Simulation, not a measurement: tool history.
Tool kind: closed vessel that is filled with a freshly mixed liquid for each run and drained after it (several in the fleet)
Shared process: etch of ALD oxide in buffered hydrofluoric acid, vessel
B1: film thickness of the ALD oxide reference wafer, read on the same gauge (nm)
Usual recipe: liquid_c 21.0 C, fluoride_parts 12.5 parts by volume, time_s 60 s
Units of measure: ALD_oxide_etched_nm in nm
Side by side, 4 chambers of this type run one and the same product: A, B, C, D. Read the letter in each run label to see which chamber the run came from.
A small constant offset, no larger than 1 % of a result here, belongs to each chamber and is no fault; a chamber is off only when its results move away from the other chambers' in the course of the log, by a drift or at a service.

Run 1D, hour 8.4: usual settings; B1 130.01. Result: ALD_oxide_etched_nm 56.364 nm.
Run 2C, hour 21.0: usual settings; B1 130.02. Result: ALD_oxide_etched_nm 56.623 nm.
Run 3B, hour 29.4: usual settings; B1 130.00. Result: ALD_oxide_etched_nm 55.779 nm.
Run 4A, hour 38.4: usual settings; B1 129.98. Result: ALD_oxide_etched_nm 56.671 nm.
Run 5A, hour 52.8: usual settings; B1 130.00. Result: ALD_oxide_etched_nm 56.855 nm.
Run 6D, hour 59.2: usual settings; B1 130.00. Result: ALD_oxide_etched_nm 56.555 nm.
Run 7B, hour 73.0: usual settings; B1 129.99. Result: ALD_oxide_etched_nm 56.425 nm.
Run 8C, hour 84.5: usual settings; B1 130.00. Result: ALD_oxide_etched_nm 56.366 nm.
Run 9D, hour 99.1: usual settings; B1 130.02. Result: ALD_oxide_etched_nm 56.358 nm.
Run 10C, hour 107.9: usual settings; B1 129.99. Result: ALD_oxide_etched_nm 56.306 nm.
Run 11B, hour 116.0: usual settings; B1 130.04. Result: ALD_oxide_etched_nm 56.110 nm.
Run 12A, hour 127.3: usual settings; B1 130.01. Result: ALD_oxide_etched_nm 57.145 nm.
Run 13B, hour 141.6: usual settings but liquid_c 18.5 C, time_s 90 s; B1 130.01. Result: ALD_oxide_etched_nm 73.526 nm.
Run 14D, hour 156.1: usual settings but liquid_c 18.5 C, time_s 90 s; B1 130.01. Result: ALD_oxide_etched_nm 73.322 nm.
Run 15C, hour 165.3: usual settings but liquid_c 18.5 C, time_s 90 s; B1 130.01. Result: ALD_oxide_etched_nm 73.441 nm.
Run 16A, hour 179.9: usual settings but liquid_c 18.5 C, time_s 90 s; B1 130.02. Result: ALD_oxide_etched_nm 73.717 nm.
Run 17A, hour 191.7: usual settings; B1 129.99. Result: ALD_oxide_etched_nm 56.755 nm.
Run 18B, hour 206.1: usual settings; B1 129.99. Result: ALD_oxide_etched_nm 56.627 nm.
Run 19C, hour 218.4: usual settings; B1 129.99. Result: ALD_oxide_etched_nm 56.362 nm.
Run 20D, hour 229.8: usual settings; B1 130.02. Result: ALD_oxide_etched_nm 56.429 nm.
Run 21D, hour 242.0: usual settings; B1 130.00. Result: ALD_oxide_etched_nm 56.761 nm.
Run 22A, hour 250.4: usual settings; B1 129.99. Result: ALD_oxide_etched_nm 56.856 nm.
Run 23B, hour 260.2: usual settings; B1 129.98. Result: ALD_oxide_etched_nm 55.817 nm.
Run 24C, hour 271.0: usual settings; B1 130.00. Result: ALD_oxide_etched_nm 56.510 nm.
Run 25B, hour 280.9: usual settings; B1 130.01. Result: ALD_oxide_etched_nm 56.405 nm.
Run 26C, hour 291.5: usual settings; B1 130.00. Result: ALD_oxide_etched_nm 56.046 nm.
Run 27D, hour 299.6: usual settings but liquid_c 19.0 C, fluoride_parts 8.0 parts by volume; B1 130.04. Result: ALD_oxide_etched_nm 75.803 nm.
Run 28A, hour 313.1: usual settings but liquid_c 19.0 C, fluoride_parts 8.0 parts by volume; B1 129.99. Result: ALD_oxide_etched_nm 75.728 nm.
Run 29B, hour 322.8: usual settings but liquid_c 19.0 C, fluoride_parts 8.0 parts by volume; B1 129.99. Result: ALD_oxide_etched_nm 76.408 nm.
Run 30A, hour 330.1: usual settings but liquid_c 19.0 C, fluoride_parts 8.0 parts by volume; B1 130.00. Result: ALD_oxide_etched_nm 76.027 nm.
At hour 335.4: chamber A: hydrofluoric acid flow meter replaced.
Run 31C, hour 340.8: usual settings; B1 130.01. Result: ALD_oxide_etched_nm 56.363 nm.
Run 32D, hour 350.7: usual settings; B1 129.99. Result: ALD_oxide_etched_nm 55.951 nm.
Run 33A, hour 360.5: usual settings; B1 129.99. Result: ALD_oxide_etched_nm 57.049 nm.
Run 34B, hour 369.8: usual settings; B1 129.99. Result: ALD_oxide_etched_nm 55.679 nm.
Run 35C, hour 378.7: usual settings but fluoride_parts 15.0 parts by volume, time_s 70 s; B1 129.99. Result: ALD_oxide_etched_nm 54.925 nm.
Run 36D, hour 388.6: usual settings but fluoride_parts 15.0 parts by volume, time_s 70 s; B1 129.98. Result: ALD_oxide_etched_nm 54.696 nm.
Run 37A, hour 397.1: usual settings but fluoride_parts 15.0 parts by volume, time_s 70 s; B1 130.01. Result: ALD_oxide_etched_nm 55.756 nm.

Which is it: a chamber that has drifted or been left off by a service, a gauge drift common to all chambers, or only each chamber's usual small offset? If a chamber is off, name it and its likeliest cause.

Beyond each chamber's small constant offset nothing stands out, and the gauge stays steady.
